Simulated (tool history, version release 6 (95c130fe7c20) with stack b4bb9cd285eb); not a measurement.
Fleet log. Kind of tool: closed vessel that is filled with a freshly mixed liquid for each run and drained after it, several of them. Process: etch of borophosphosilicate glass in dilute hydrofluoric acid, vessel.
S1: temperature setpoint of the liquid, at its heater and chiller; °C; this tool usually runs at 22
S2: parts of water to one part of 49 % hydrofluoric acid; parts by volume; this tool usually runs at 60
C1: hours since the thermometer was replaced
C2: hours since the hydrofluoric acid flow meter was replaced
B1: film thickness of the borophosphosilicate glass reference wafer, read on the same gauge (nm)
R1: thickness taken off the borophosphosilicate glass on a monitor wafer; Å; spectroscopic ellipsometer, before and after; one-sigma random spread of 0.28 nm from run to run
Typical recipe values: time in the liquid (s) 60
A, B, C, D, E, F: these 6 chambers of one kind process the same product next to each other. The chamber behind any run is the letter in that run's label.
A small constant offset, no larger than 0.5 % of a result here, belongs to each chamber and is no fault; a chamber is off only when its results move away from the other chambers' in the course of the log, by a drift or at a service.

Run 1C, hour 13.2: usual settings; C1 982.3; C2 721.4; B1 99.979. Result: R1 520.93 Å.
Run 2E, hour 26.1: usual settings; C1 408.1; C2 1058.6; B1 100.03. Result: R1 529.16 Å.
Run 3D, hour 39.6: usual settings; C1 397.9; C2 1171.8; B1 100. Result: R1 523.88 Å.
Run 4B, hour 50.5: usual settings; C1 1252.4; C2 1647.1; B1 100.01. Result: R1 529.13 Å.
At hour 51.1: chamber E: hydrofluoric acid flow meter replaced.
Run 5F, hour 57.4: usual settings; C1 1645.4; C2 878.2; B1 100.03. Result: R1 524.6 Å.
Run 6A, hour 70.1: usual settings; C1 237.1; C2 945.5; B1 99.989. Result: R1 526.7 Å.
Run 7B, hour 82: usual settings; C1 1283.9; C2 1678.6; B1 100.02. Result: R1 525.52 Å.
Run 8E, hour 95: usual settings; C1 477; C2 43.9; B1 99.992. Result: R1 526.77 Å.
Run 9F, hour 104.9: usual settings; C1 1692.9; C2 925.7; B1 99.998. Result: R1 522.58 Å.
Run 10A, hour 115.7: usual settings; C1 282.7; C2 991.1; B1 99.995. Result: R1 523.85 Å.
Run 11C, hour 123.8: usual settings; C1 1092.9; C2 832; B1 99.981. Result: R1 522.03 Å.
Run 12D, hour 135.1: usual settings; C1 493.4; C2 1267.3; B1 99.997. Result: R1 527.34 Å.
Run 13C, hour 147.9: usual settings but S1 18 °C; C1 1117; C2 856.1; B1 100. Result: R1 442.45 Å.
Run 14A, hour 159.2: usual settings but S1 18 °C; C1 326.2; C2 1034.6; B1 100. Result: R1 441.19 Å.
Run 15D, hour 172.8: usual settings but S1 18 °C; C1 531.1; C2 1305; B1 99.985. Result: R1 441.97 Å.
Run 16F, hour 181: usual settings but S1 18 °C; C1 1769; C2 1001.8; B1 100.01. Result: R1 449.42 Å.
Run 17B, hour 194.8: usual settings but S1 18 °C; C1 1396.7; C2 1791.4; B1 99.999. Result: R1 444.03 Å.
Run 18E, hour 204.9: usual settings but S1 18 °C; C1 586.9; C2 153.8; B1 99.994. Result: R1 440.16 Å.
Run 19A, hour 219: usual settings but S2 40 parts by volume; C1 386; C2 1094.4; B1 100.01. Result: R1 793.42 Å.
Run 20B, hour 229: usual settings but S2 40 parts by volume; C1 1430.9; C2 1825.6; B1 99.983. Result: R1 811.88 Å.
Run 21D, hour 237.9: usual settings but S2 40 parts by volume; C1 596.2; C2 1370.1; B1 99.994. Result: R1 814.05 Å.
At hour 241.9: chamber D: thermometer replaced.
Run 22E, hour 248.8: usual settings but S2 40 parts by volume; C1 630.8; C2 197.7; B1 99.97. Result: R1 806.53 Å.
Run 23F, hour 255.7: usual settings but S2 40 parts by volume; C1 1843.7; C2 1076.5; B1 100.02. Result: R1 830.9 Å.
Run 24C, hour 263.7: usual settings but S2 40 parts by volume; C1 1232.8; C2 971.9; B1 99.963. Result: R1 811.62 Å.
At hour 275.3: chamber B: thermometer replaced.
Run 25F, hour 277.4: usual settings; C1 1865.4; C2 1098.2; B1 99.995. Result: R1 541.37 Å.
Run 26B, hour 289.2: usual settings; C1 13.9; C2 1885.8; B1 99.994. Result: R1 528.56 Å.
Run 27C, hour 302.5: usual settings; C1 1271.6; C2 1010.7; B1 100. Result: R1 518.62 Å.
Run 28A, hour 309.7: usual settings but S2 45 parts by volume; C1 476.7; C2 1185.1; B1 99.974. Result: R1 702.88 Å.
Run 29E, hour 321.2: usual settings but S2 45 parts by volume; C1 703.2; C2 270.1; B1 100.02. Result: R1 720.41 Å.
Run 30D, hour 332.7: usual settings but S2 45 parts by volume; C1 90.9; C2 1464.9; B1 99.996. Result: R1 709.14 Å.
Run 31B, hour 342.4: usual settings but S2 45 parts by volume; C1 67.1; C2 1939; B1 99.981. Result: R1 712.6 Å.
Run 32F, hour 352.1: usual settings but S2 45 parts by volume; C1 1940.1; C2 1172.9; B1 100.02. Result: R1 740.59 Å.
Run 33E, hour 361.3: usual settings but S2 45 parts by volume; C1 743.3; C2 310.2; B1 99.984. Result: R1 714.57 Å.
Run 34C, hour 370.5: usual settings; C1 1339.6; C2 1078.7; B1 99.997. Result: R1 527.68 Å.
Run 35D, hour 379.1: usual settings; C1 137.3; C2 1511.3; B1 100. Result: R1 522.74 Å.
Run 36A, hour 385.7: usual settings; C1 552.7; C2 1261.1; B1 100.03. Result: R1 528.22 Å.
Run 37F, hour 393.2: usual settings; C1 1981.2; C2 1214; B1 99.981. Result: R1 552.9 Å.
Run 38C, hour 403.3: usual settings; C1 1372.4; C2 1111.5; B1 100. Result: R1 516.69 Å.

What goes on in this fleet: one chamber off, a drifting gauge, or nothing beyond the chambers' own small offsets? Name the chamber and the cause, if any.

Little by little, chamber F moves away from the other chambers.
Cause: liquid hotter than its thermometer reads (K) = 1.35.
The log may not separate it from: hydrofluoric acid flow above the setpoint (%).

Below are 4 candidate recipes for chamber F's next run, each the usual settings with a change, their results shown as question marks. Which of them brings F's results back in line with what the other chambers give on the usual settings?
In line means no further than this from the other chambers' mean on the usual settings: R1 9.9 Å
Run 39F-1, hour 413.6: usual settings but S1 21.5 °C. Result: R1 ?.
Run 39F-2, hour 413.6: usual settings but S1 20.5 °C. Result: R1 ?.
Run 39F-3, hour 413.6: usual settings but S1 22.5 °C. Result: R1 ?.
Run 39F-4, hour 413.6: usual settings but S1 23.5 °C. Result: R1 ?.

Usual-settings mean across the other chambers: R1 524.18 Å
  run      R1
39F-1  544.23
39F-2   522.6
39F-3   566.8
39F-4  589.87
The answer is 39F-2, which returns the chamber to within the allowed miss of the others.

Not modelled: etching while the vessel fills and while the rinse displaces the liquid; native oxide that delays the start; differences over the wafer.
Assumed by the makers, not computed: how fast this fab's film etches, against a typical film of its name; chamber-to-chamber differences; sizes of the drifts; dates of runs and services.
